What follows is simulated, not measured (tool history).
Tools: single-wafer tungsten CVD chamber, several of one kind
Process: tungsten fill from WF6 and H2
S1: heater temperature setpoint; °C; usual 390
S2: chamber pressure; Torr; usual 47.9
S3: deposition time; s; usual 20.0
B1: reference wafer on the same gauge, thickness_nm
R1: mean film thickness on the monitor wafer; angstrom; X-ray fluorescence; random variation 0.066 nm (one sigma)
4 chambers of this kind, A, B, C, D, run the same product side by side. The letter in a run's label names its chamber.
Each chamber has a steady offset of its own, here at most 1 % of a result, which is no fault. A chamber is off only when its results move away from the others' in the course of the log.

Run 1A, hour 10.1: usual settings; B1 51.105. Result: R1 592.52 angstrom.
Run 2B, hour 23.0: usual settings; B1 51.116. Result: R1 597.85 angstrom.
Run 3C, hour 32.9: usual settings; B1 51.104. Result: R1 593.08 angstrom.
Run 4D, hour 47.2: usual settings; B1 51.130. Result: R1 592.74 angstrom.
Run 5A, hour 58.8: usual settings; B1 51.142. Result: R1 593.95 angstrom.
Run 6B, hour 67.1: usual settings; B1 51.143. Result: R1 598.25 angstrom.
Run 7C, hour 79.1: usual settings; B1 51.156. Result: R1 592.79 angstrom.
Run 8D, hour 91.5: usual settings but S1 400 °C, S3 16.6 s; B1 51.155. Result: R1 594.93 angstrom.
Run 9D, hour 104.6: usual settings but S1 400 °C, S3 16.6 s; B1 51.164. Result: R1 594.46 angstrom.
Run 10C, hour 118.7: usual settings but S1 400 °C, S3 16.6 s; B1 51.176. Result: R1 596.41 angstrom.
Run 11B, hour 128.3: usual settings but S1 400 °C, S3 16.6 s; B1 51.176. Result: R1 598.13 angstrom.
Run 12A, hour 143.4: usual settings; B1 51.195. Result: R1 595.02 angstrom.
Run 13D, hour 159.1: usual settings; B1 51.202. Result: R1 593.07 angstrom.
Run 14B, hour 174.7: usual settings; B1 51.223. Result: R1 598.56 angstrom.
Run 15A, hour 187.4: usual settings; B1 51.206. Result: R1 595.02 angstrom.
Run 16C, hour 198.4: usual settings; B1 51.232. Result: R1 594.07 angstrom.
Run 17B, hour 209.7: usual settings; B1 51.242. Result: R1 599.11 angstrom.
Run 18A, hour 217.6: usual settings; B1 51.248. Result: R1 595.54 angstrom.
Run 19D, hour 231.5: usual settings; B1 51.250. Result: R1 594.99 angstrom.
Run 20C, hour 243.3: usual settings; B1 51.266. Result: R1 595.30 angstrom.
Run 21B, hour 255.6: usual settings; B1 51.269. Result: R1 600.39 angstrom.
Run 22D, hour 268.6: usual settings but S1 378 °C, S2 51.9 Torr; B1 51.277. Result: R1 484.82 angstrom.
Run 23A, hour 276.7: usual settings but S1 378 °C, S2 51.9 Torr; B1 51.265. Result: R1 485.85 angstrom.
Run 24C, hour 289.5: usual settings but S1 378 °C, S2 51.9 Torr; B1 51.285. Result: R1 484.15 angstrom.
Run 25B, hour 299.9: usual settings but S1 378 °C, S2 51.9 Torr; B1 51.272. Result: R1 490.96 angstrom.
Run 26C, hour 315.5: usual settings but S3 18.7 s; B1 51.303. Result: R1 557.04 angstrom.
Run 27D, hour 331.2: usual settings but S3 18.7 s; B1 51.315. Result: R1 555.62 angstrom.
Run 28A, hour 338.5: usual settings but S3 18.7 s; B1 51.309. Result: R1 557.97 angstrom.
Run 29D, hour 345.7: usual settings but S3 18.7 s; B1 51.325. Result: R1 556.05 angstrom.

Is one chamber off against the others, does the gauge drift, or is nothing wrong? If a chamber is off, say which, and what the likeliest cause is.

The gauge drifts, so all chambers seem to drift together. No chamber is off.
Cause: gauge reads high (%) = 0.456.
